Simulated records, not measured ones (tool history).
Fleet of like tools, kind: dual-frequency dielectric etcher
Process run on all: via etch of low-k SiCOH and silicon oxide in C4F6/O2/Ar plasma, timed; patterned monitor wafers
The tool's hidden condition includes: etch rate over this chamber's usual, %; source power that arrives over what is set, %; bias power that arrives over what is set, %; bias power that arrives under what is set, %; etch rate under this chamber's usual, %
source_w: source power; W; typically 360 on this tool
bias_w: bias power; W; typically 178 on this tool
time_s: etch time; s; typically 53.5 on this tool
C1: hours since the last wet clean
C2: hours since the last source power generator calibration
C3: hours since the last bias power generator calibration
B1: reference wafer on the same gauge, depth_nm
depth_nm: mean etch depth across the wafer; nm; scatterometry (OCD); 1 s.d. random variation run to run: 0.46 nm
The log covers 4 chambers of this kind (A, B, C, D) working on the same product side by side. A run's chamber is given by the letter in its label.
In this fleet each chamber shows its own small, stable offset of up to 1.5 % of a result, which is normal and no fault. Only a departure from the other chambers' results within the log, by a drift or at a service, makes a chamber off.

Run 1C, hour 6.6: usual settings; C1 227.8; C2 1639.0; C3 1569.5; B1 157.87. Result: depth_nm 142.53 nm.
Run 2A, hour 14.7: usual settings; C1 415.8; C2 416.1; C3 449.3; B1 157.98. Result: depth_nm 145.34 nm.
Run 3B, hour 26.9: usual settings; C1 240.7; C2 1250.2; C3 738.8; B1 157.99. Result: depth_nm 143.87 nm.
Run 4D, hour 37.6: usual settings; C1 480.5; C2 2991.1; C3 128.9; B1 157.98. Result: depth_nm 143.88 nm.
Run 5A, hour 46.8: usual settings; C1 447.9; C2 448.2; C3 481.4; B1 158.02. Result: depth_nm 145.54 nm.
Run 6D, hour 56.2: usual settings; C1 499.1; C2 3009.7; C3 147.5; B1 158.10. Result: depth_nm 144.31 nm.
At hour 59.8: chamber A: wet clean of the chamber.
Run 7B, hour 64.6: usual settings; C1 278.4; C2 1287.9; C3 776.5; B1 157.97. Result: depth_nm 143.90 nm.
Run 8C, hour 74.1: usual settings; C1 295.3; C2 1706.5; C3 1637.0; B1 157.93. Result: depth_nm 143.08 nm.
Run 9B, hour 86.3: usual settings but source_w 290 W; C1 300.1; C2 1309.6; C3 798.2; B1 158.11. Result: depth_nm 132.38 nm.
Run 10A, hour 96.7: usual settings but source_w 290 W; C1 37.0; C2 498.1; C3 531.3; B1 158.02. Result: depth_nm 133.59 nm.
Run 11C, hour 108.3: usual settings but source_w 290 W; C1 329.5; C2 1740.7; C3 1671.2; B1 158.00. Result: depth_nm 131.31 nm.
Run 12D, hour 118.5: usual settings but source_w 290 W; C1 561.4; C2 3072.0; C3 209.8; B1 157.88. Result: depth_nm 131.64 nm.
Run 13A, hour 126.3: usual settings; C1 66.6; C2 527.7; C3 560.9; B1 157.99. Result: depth_nm 145.45 nm.
Run 14C, hour 132.4: usual settings; C1 353.6; C2 1764.8; C3 1695.3; B1 157.91. Result: depth_nm 141.93 nm.
At hour 135.9: chamber D: wet clean of the chamber.
Run 15B, hour 140.6: usual settings; C1 354.4; C2 1363.9; C3 852.5; B1 158.08. Result: depth_nm 143.25 nm.
Run 16D, hour 146.2: usual settings; C1 10.4; C2 3099.7; C3 237.5; B1 158.09. Result: depth_nm 143.50 nm.
Run 17C, hour 154.6: usual settings; C1 375.8; C2 1787.0; C3 1717.5; B1 158.05. Result: depth_nm 142.84 nm.
Run 18B, hour 160.0: usual settings; C1 373.8; C2 1383.3; C3 871.9; B1 158.22. Result: depth_nm 143.32 nm.
Run 19D, hour 170.9: usual settings; C1 35.1; C2 3124.4; C3 262.2; B1 157.88. Result: depth_nm 143.53 nm.
Run 20A, hour 178.5: usual settings; C1 118.8; C2 579.9; C3 613.1; B1 158.18. Result: depth_nm 144.63 nm.
Run 21C, hour 189.4: usual settings; C1 410.6; C2 1821.8; C3 1752.3; B1 158.03. Result: depth_nm 142.78 nm.
At hour 197.6: chamber B: wet clean of the chamber.
Run 22A, hour 199.0: usual settings; C1 139.3; C2 600.4; C3 633.6; B1 157.84. Result: depth_nm 144.21 nm.
Run 23D, hour 207.4: usual settings; C1 71.6; C2 3160.9; C3 298.7; B1 158.03. Result: depth_nm 144.26 nm.
Run 24B, hour 213.2: usual settings; C1 15.6; C2 1436.5; C3 925.1; B1 157.99. Result: depth_nm 144.23 nm.
Run 25C, hour 225.0: usual settings; C1 446.2; C2 1857.4; C3 1787.9; B1 157.90. Result: depth_nm 142.68 nm.

Which is it: a chamber that has drifted or been left off by a service, a gauge drift common to all chambers, or only each chamber's usual small offset? If a chamber is off, name it and its likeliest cause.

Beyond each chamber's small constant offset nothing stands out, and the gauge stays steady.
